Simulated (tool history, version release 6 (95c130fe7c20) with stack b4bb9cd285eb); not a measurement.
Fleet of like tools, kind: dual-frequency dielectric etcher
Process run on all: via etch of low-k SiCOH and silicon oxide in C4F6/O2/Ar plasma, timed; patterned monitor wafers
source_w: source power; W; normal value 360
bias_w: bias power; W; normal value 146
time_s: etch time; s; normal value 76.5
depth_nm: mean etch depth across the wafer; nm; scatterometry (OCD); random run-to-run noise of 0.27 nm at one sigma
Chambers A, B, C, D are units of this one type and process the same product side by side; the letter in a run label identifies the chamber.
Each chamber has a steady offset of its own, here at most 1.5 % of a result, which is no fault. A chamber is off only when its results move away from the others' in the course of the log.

run   hour  source_w  bias_w  time_s  hours since the last wet clean  hours since the last source power generator calibration  hours since the last bias power generator calibration  read-back reference wafer on the same gauge, depth_nm  depth_nm
 1A      5       360     146    76.5                           274.6                                                   3124.7                                                 3765.9                                                 221.07       194
 2B    7.9       360     146    76.5                           137.7                                                   1703.6                                                  268.1                                                 221.01    192.78
 3C   11.4       360     146    76.5                           311.1                                                    519.4                                                  709.6                                                 221.04    194.85
 4D   14.7       360     146    76.5                             256                                                   2149.9                                                 3746.6                                                 221.16    193.14
 5D   19.2       360     146    76.5                           260.5                                                   2154.4                                                 3751.1                                                 221.23    193.41
 6A     22       360     146    76.5                           291.6                                                   3141.7                                                 3782.9                                                  221.3    194.44
 7B   27.1       360     146    76.5                           156.9                                                   1722.8                                                  287.3                                                  221.2    192.79
 8C   31.1       360     146    76.5                           330.8                                                    539.1                                                  729.3                                                 221.38    194.87
      33.2  -- chamber C: wet clean of the chamber
 9D   35.5       360     146    76.5                           276.8                                                   2170.7                                                 3767.4                                                 221.37    193.58
10B   37.8       360     146    76.5                           167.6                                                   1733.5                                                    298                                                 221.41    193.06
11A   41.5       360     178    76.5                           311.1                                                   3161.2                                                 3802.4                                                 221.57    207.31
12C   46.4       360     178    76.5                            13.2                                                    554.4                                                  744.6                                                 221.36    207.64
13D   49.6       360     178    76.5                           290.9                                                   2184.8                                                 3781.5                                                 221.58    206.08
14C   53.9       360     178    76.5                            20.7                                                    561.9                                                  752.1                                                 221.54    207.53
15A   58.2       360     146    76.5                           327.8                                                   3177.9                                                 3819.1                                                 221.63     194.4
16B   62.8       360     146    76.5                           192.6                                                   1758.5                                                    323                                                 221.69    192.87
      65.1  -- chamber A: source power generator calibrated
17A   66.7       360     123    76.5                           336.3                                                      1.6                                                 3827.6                                                  221.7    185.16
18D   70.2       360     123    76.5                           311.5                                                   2205.4                                                 3802.1                                                 221.77    183.99
19C   73.2       360     123    76.5                              40                                                    581.2                                                  771.4                                                 221.83    186.06
20B   76.1       360     123    76.5                           205.9                                                   1771.8                                                  336.3                                                 221.84    183.59
21D   79.2       360     146    76.5                           320.5                                                   2214.4                                                 3811.1                                                 221.82    193.83
22C   83.8       360     146    76.5                            50.6                                                    591.8                                                    782                                                 221.99    195.65
23B   87.3       360     146      85                           217.1                                                     1783                                                  347.5                                                 221.93    214.75
24A   89.5       360     146      85                           359.1                                                     24.4                                                 3850.4                                                 222.02    216.81
25D   92.6       360     146      85                           333.9                                                   2227.8                                                 3824.5                                                 221.96    215.44
26A   95.4       360     146      85                             365                                                     30.3                                                 3856.3                                                 221.97    216.47
27C   99.7       360     146    76.5                            66.5                                                    607.7                                                  797.9                                                  222.1    195.61
28B  104.4       360     146    76.5                           234.2                                                   1800.1                                                  364.6                                                  222.1    193.06
29D  108.8       360     146    76.5                           350.1                                                     2244                                                 3840.7                                                 222.11    194.01
30B  112.9       360     146    76.5                           242.7                                                   1808.6                                                  373.1                                                  222.2    193.62
31A  117.3       360     146    76.5                           386.9                                                     52.2                                                 3878.2                                                 222.23    195.44

For the next run the whole fleet of 4 chambers uses the same settings. Give each chamber's results:
32A  120.9       360     146    76.5                                                                                                                                                                                                                ?
32B  120.9       360     146    76.5                                                                                                                                                                                                                ?
32C  120.9       360     146    76.5                                                                                                                                                                                                                ?
32D  120.9       360     146    76.5                                                                                                                                                                                                                ?

run  depth_nm
32A    195.05
32B     193.7
32C    195.27
32D    194.15
